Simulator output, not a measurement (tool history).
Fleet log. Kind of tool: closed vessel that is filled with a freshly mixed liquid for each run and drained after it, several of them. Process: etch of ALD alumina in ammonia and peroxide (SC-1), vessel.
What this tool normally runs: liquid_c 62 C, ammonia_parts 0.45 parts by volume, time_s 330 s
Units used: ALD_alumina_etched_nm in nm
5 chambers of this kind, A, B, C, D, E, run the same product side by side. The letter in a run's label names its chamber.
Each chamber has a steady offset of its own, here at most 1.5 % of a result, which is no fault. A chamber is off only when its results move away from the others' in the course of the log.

run   hour  liquid_c  ammonia_parts  time_s  hours since the thermometer was replaced  hours since the ammonia flow meter was replaced  hours since the drum of ammonia solution was connected  read-back film thickness of the ALD alumina reference wafer, read on the same gauge (nm)  ALD_alumina_etched_nm
 1B      8        62           0.45     330                                    1026.2                                            586.9                                                    82.4                                                                                    70.013                 40.594
 2A   21.8        62           0.45     330                                     367.4                                            738.1                                                   697.4                                                                                     69.99                 41.321
 3E   34.5        62           0.45     330                                     426.8                                           1671.1                                                   122.9                                                                                    69.981                 40.411
 4D   41.4        62           0.45     330                                    1301.5                                            268.3                                                   155.7                                                                                    69.992                 41.728
 5C   50.6        62           0.45     330                                     287.1                                             52.3                                                   800.4                                                                                    70.011                 41.396
 6D   64.3        62           0.55     330                                    1324.4                                            291.2                                                   178.6                                                                                    70.003                 41.526
 7A   74.4        62           0.55     330                                       420                                            790.7                                                     750                                                                                    69.979                 42.636
 8E   83.9        62           0.55     330                                     476.2                                           1720.5                                                   172.3                                                                                    69.983                 41.459
 9B     94        62           0.55     330                                    1112.2                                            672.9                                                   168.4                                                                                    70.007                 42.033
10C  105.2        62           0.55     330                                     341.7                                            106.9                                                     855                                                                                     70.02                 41.864
     105.7  -- chamber E: ammonia flow meter replaced
11C  117.7        62           0.45     330                                     354.2                                            119.4                                                   867.5                                                                                    70.004                 41.166
12E  131.3        62           0.45     330                                     523.6                                             25.7                                                   219.7                                                                                    70.007                 41.351
13B  138.5        62           0.45     330                                    1156.7                                            717.4                                                   212.9                                                                                    70.006                 40.922
14A  146.6        62           0.45     330                                     492.2                                            862.9                                                   822.2                                                                                    69.983                 41.571
15D    157        62           0.45     330                                    1417.1                                            383.9                                                   271.3                                                                                    70.004                 41.279
16B  168.6        62           0.45     330                                    1186.8                                            747.5                                                     243                                                                                    69.967                 40.743
17E  181.5        70           0.45     330                                     573.8                                             75.9                                                   269.9                                                                                    69.998                 60.227
     185.8  -- chamber A: ammonia flow meter replaced
     188.6  -- chamber A: new drum of ammonia solution connected
18A  195.4        70           0.45     330                                       541                                              9.7                                                     6.8                                                                                    70.006                 61.152
19D  204.9        70           0.45     330                                      1465                                            431.8                                                   319.2                                                                                    70.032                 61.664
20C  215.2        70           0.45     330                                     451.7                                            216.9                                                     965                                                                                    69.993                 62.262
     223.3  -- chamber C: new drum of ammonia solution connected
21C  228.8        70           0.45     330                                     465.3                                            230.5                                                     5.6                                                                                    70.028                 63.019
22E  242.7        62           0.45     330                                       635                                            137.1                                                   331.1                                                                                    70.007                 40.588
23A  252.8        62           0.45     330                                     598.4                                             67.1                                                    64.2                                                                                     69.99                 41.522
24B  263.2        62           0.45     330                                    1281.4                                            842.1                                                   337.6                                                                                    69.988                  40.85
25D  272.4        62           0.45     330                                    1532.5                                            499.3                                                   386.7                                                                                    69.997                 41.325
26A  281.1        62           0.45     330                                     626.7                                             95.4                                                    92.5                                                                                    70.002                 42.156
27E  293.6        62           0.45     330                                     685.9                                              188                                                     382                                                                                    70.008                 40.918
28D  300.9        62           0.45     330                                      1561                                            527.8                                                   415.2                                                                                    69.993                 40.969
       301  -- chamber A: thermometer replaced
29B  307.1        62           0.45     330                                    1325.3                                              886                                                   381.5                                                                                    69.991                 40.927
30C    319        62           0.45     330                                     555.5                                            320.7                                                    95.8                                                                                    69.994                  43.29
31C  327.5      65.5           0.45     145                                       564                                            329.2                                                   104.3                                                                                    70.008                 23.027
32A  341.3      65.5           0.45     145                                      40.3                                            155.6                                                   152.7                                                                                    69.996                 21.668

Next, all 5 chambers run the settings below, one line each with question marks for the results. What does each chamber give?
33A  351.3        62            0.3     330                                                                                                                                                                                                                                                                   ?
33B  351.3        62            0.3     330                                                                                                                                                                                                                                                                   ?
33C  351.3        62            0.3     330                                                                                                                                                                                                                                                                   ?
33D  351.3        62            0.3     330                                                                                                                                                                                                                                                                   ?
33E  351.3        62            0.3     330                                                                                                                                                                                                                                                                   ?

run  ALD_alumina_etched_nm
33A                 40.058
33B                 39.464
33C                 42.316
33D                 40.046
33E                 39.471

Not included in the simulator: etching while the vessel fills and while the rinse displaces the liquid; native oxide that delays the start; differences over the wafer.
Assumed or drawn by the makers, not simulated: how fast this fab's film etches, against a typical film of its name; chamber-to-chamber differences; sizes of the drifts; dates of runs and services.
